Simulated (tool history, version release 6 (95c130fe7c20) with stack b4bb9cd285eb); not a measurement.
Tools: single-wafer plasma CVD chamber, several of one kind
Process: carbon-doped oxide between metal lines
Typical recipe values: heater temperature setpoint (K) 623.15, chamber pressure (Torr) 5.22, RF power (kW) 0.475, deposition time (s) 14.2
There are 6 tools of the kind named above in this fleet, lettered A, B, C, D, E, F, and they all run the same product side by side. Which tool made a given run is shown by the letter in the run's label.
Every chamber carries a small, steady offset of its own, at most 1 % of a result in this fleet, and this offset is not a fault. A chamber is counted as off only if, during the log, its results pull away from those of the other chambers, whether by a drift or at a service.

run,hour,heater temperature setpoint (K),chamber pressure (Torr),RF power (kW),deposition time (s),"read-back reference wafer on the same gauge, thickness_nm",mean film thickness on the monitor wafer (Å)
1B,13,623.15,5.22,0.475,14.2,73.891,719.52
2C,22.8,623.15,5.22,0.475,14.2,73.928,708.95
# hour 23.2: chamber F: RF generator calibrated
3D,32.4,623.15,5.22,0.475,14.2,73.902,713.18
4A,40.1,623.15,5.22,0.475,14.2,73.941,707.78
5F,53.2,623.15,5.22,0.475,14.2,73.967,719.83
6E,64.5,623.15,5.22,0.475,14.2,73.976,722.81
7B,71.7,623.15,5.22,0.475,14.2,74.023,721.34
8E,79.9,623.15,5.22,0.475,14.2,73.999,720.56
9C,90.2,623.15,5.22,0.475,14.2,74.059,706.98
10D,101.1,623.15,5.22,0.475,14.2,74.022,713.51
11F,109.4,623.15,5.22,0.475,14.2,74.08,718.93
12A,116.3,623.15,5.22,0.475,14.2,74.066,707.08
13D,127.9,623.15,5.22,0.475,14.2,74.123,713.28
14F,136.6,623.15,5.22,0.475,14.2,74.077,721.35
15E,145.2,623.15,5.22,0.475,14.2,74.124,720.54
16C,158,623.15,5.22,0.475,14.2,74.091,709.41
17A,171.4,627.15,5.22,0.475,14.2,74.148,701.22
18B,183.6,627.15,5.22,0.475,14.2,74.136,715.84
19F,190.9,627.15,5.22,0.475,14.2,74.202,714.35
20A,198.3,627.15,5.22,0.475,14.2,74.149,701.65
21B,208.1,627.15,5.22,0.475,14.2,74.223,716.98
# hour 215: chamber A: RF generator calibrated
22C,221.5,627.15,5.22,0.475,14.2,74.193,702.95
23D,234.5,623.15,5.22,0.475,14.2,74.208,713.9
24E,248.5,623.15,5.22,0.475,14.2,74.243,725.53
25B,262.5,623.15,5.22,0.475,14.2,74.249,725.18
26E,272.4,623.15,5.22,0.475,14.2,74.286,726.59
27F,280.8,623.15,5.22,0.475,14.2,74.333,722.32
28D,293.1,623.15,5.22,0.475,14.2,74.288,716.11
29A,304.2,623.15,5.22,0.475,14.2,74.29,712.5
30C,315.1,623.15,5.22,0.475,14.2,74.346,710.71
31B,322,623.15,5.22,0.475,14.2,74.343,724.7
32A,330.6,623.15,5.22,0.475,14.2,74.358,712.96
33D,339.8,623.15,5.22,0.475,14.2,74.344,713.99
34C,350.3,623.15,5.22,0.475,14.2,74.351,712.39
35F,361.1,623.15,5.22,0.475,14.2,74.37,722.02
36E,368.2,623.15,3.98,0.515,14.2,74.395,737.2

Is one chamber off against the others, does the gauge drift, or is nothing wrong? If a chamber is off, say which, and what the likeliest cause is.

None of the chambers is off. What moves is the gauge, dragging all their readings along together.
What lies behind it: gauge reads high (%) = 0.708.

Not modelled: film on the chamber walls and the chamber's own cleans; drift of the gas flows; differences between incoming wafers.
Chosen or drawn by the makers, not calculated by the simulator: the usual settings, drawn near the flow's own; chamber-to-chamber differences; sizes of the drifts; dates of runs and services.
